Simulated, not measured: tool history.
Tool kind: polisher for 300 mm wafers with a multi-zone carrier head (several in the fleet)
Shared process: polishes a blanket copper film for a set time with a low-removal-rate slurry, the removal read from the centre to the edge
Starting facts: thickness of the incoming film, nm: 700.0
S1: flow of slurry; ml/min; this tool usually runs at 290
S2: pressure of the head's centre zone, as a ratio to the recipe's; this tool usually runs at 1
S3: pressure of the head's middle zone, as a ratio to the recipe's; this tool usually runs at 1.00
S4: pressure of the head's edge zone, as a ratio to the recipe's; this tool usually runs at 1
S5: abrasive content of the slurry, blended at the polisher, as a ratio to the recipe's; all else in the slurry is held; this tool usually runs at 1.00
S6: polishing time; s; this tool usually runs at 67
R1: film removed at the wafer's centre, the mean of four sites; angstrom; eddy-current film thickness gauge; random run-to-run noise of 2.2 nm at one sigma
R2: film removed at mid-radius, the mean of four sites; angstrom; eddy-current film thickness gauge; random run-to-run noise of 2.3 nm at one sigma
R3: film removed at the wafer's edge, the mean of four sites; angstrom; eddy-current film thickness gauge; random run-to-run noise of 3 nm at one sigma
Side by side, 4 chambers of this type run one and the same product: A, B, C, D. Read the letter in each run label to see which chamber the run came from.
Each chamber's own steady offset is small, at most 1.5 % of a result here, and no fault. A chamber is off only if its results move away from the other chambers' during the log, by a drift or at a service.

run    day   S1  S2    S3  S4    S5  S6      R1      R2      R3
 1C  0.271  290   1  1.00   1  1.00  67  2150.8  2160.3  2178.6
 2D  0.617  290   1  1.00   1  1.00  67  2102.5  2141.1  2175.5
 3A  0.888  290   1  1.00   1  1.00  67  2162.6  2115.7  2168.4
 4B  1.058  290   1  1.00   1  1.00  67  2140.3  2154.4  2145.5
     1.321  -- chamber C: centre zone pressure recalibrated
 5D  1.404  290   1  1.00   1  1.00  67  2139.3  2122.0  2106.9
     1.521  -- chamber A: edge zone pressure recalibrated
 6A  1.721  290   1  1.00   1  1.00  67  2154.3  2143.8  2095.5
     1.746  -- chamber B: edge zone pressure recalibrated
 7B  1.896  350   1  1.00   1  1.00  67  2210.5  2188.3  2133.9
 8C  2.108  350   1  1.00   1  1.00  67  2195.7  2200.0  2196.7
 9B  2.317  350   1  1.00   1  1.00  67  2190.7  2153.3  2181.7
10A  2.550  350   1  1.00   1  1.00  67  2191.6  2152.4  2146.6
11D  2.879  290   1  1.00   1  1.00  67  2130.0  2164.3  2169.9
12C  3.238  290   1  1.00   1  1.00  67  2105.7  2131.9  2147.2
13B  3.417  290   1  1.00   1  1.00  67  2162.5  2102.6  2080.2
     3.638  -- chamber C: slurry nozzle cleaned
14A  3.725  290   1  1.00   1  1.00  67  2163.0  2058.3  2104.7
15C  3.954  290   1  1.00   1  1.00  67  2107.9  2116.7  2159.4
16D  4.217  290   1  1.00   1  1.00  67  2121.1  2084.9  2138.1
17C  4.404  290   1  1.00   1  1.00  67  2026.2  2073.6  2020.9
     4.596  -- chamber B: slurry nozzle cleaned
18D  4.650  290   1  1.00   1  1.00  67  2100.8  2097.3  2128.1
19B  4.842  290   1  1.00   1  1.00  67  2162.1  2089.0  2115.7
     5.012  -- chamber A: worn pad replaced by a new one
20A  5.179  290   1  1.00   1  1.00  67  2145.9  2136.0  2144.9
21B  5.446  290   1  0.89   1  1.00  67  2178.2  1911.1  2113.2
22C  5.662  290   1  0.89   1  1.00  67  2006.5  1836.9  1990.5
23A  5.854  290   1  0.89   1  1.00  67  2121.3  1916.2  2117.4
24D  6.108  290   1  0.89   1  1.00  67  2099.9  1917.6  2136.7
25A  6.292  340   1  1.00   1  1.20  67  2272.8  2270.1  2268.9
     6.329  -- chamber B: worn pad replaced by a new one
26D  6.629  340   1  1.00   1  1.20  67  2196.2  2280.2  2300.2
27B  6.971  340   1  1.00   1  1.20  67  2305.6  2280.0  2229.7
28C  7.250  340   1  1.00   1  1.20  67  2058.3  2067.1  2004.1
29D  7.446  290   1  1.00   1  1.00  67  2085.5  2063.0  2108.6
30A  7.817  290   1  1.00   1  1.00  67  2136.3  2142.9  2164.6

One chamber off, gauge drift, or nothing amiss beyond the chambers' own small offsets? If it is a chamber, which one, and what is the likeliest cause?

Chamber C drifts away from the others.
Likeliest cause: removal rate lost through wear of the pad, % = 10.

Chamber C could run next with any of the 4 candidate recipes listed below; each alters the usual settings, and their results appear as question marks. Which one brings its results back in line with what the other chambers deliver on the usual settings?
In line here means within this much of the mean the other chambers give on the usual settings: R1 77.0 angstrom; R2 79.0 angstrom; R3 110.0 angstrom
31C-1  8.092  290  1.00  1.00   1  1.00  65   ?   ?   ?
31C-2  8.092  290  1.00  1.00   1  1.00  69   ?   ?   ?
31C-3  8.092  295  1.01  1.00   1  1.00  73   ?   ?   ?
31C-4  8.092  285  0.99  1.00   1  1.00  61   ?   ?   ?

Other chambers, usual settings, mean: R1 2135.2 angstrom; R2 2127.5 angstrom; R3 2127.4 angstrom
  run      R1      R2      R3
31C-1  1860.2  1884.8  1876.3
31C-2  1974.7  2000.8  1991.7
31C-3  2115.7  2120.3  2109.9
31C-4  1723.5  1765.8  1758.5
31C-3 puts the chamber back in line with the other chambers.

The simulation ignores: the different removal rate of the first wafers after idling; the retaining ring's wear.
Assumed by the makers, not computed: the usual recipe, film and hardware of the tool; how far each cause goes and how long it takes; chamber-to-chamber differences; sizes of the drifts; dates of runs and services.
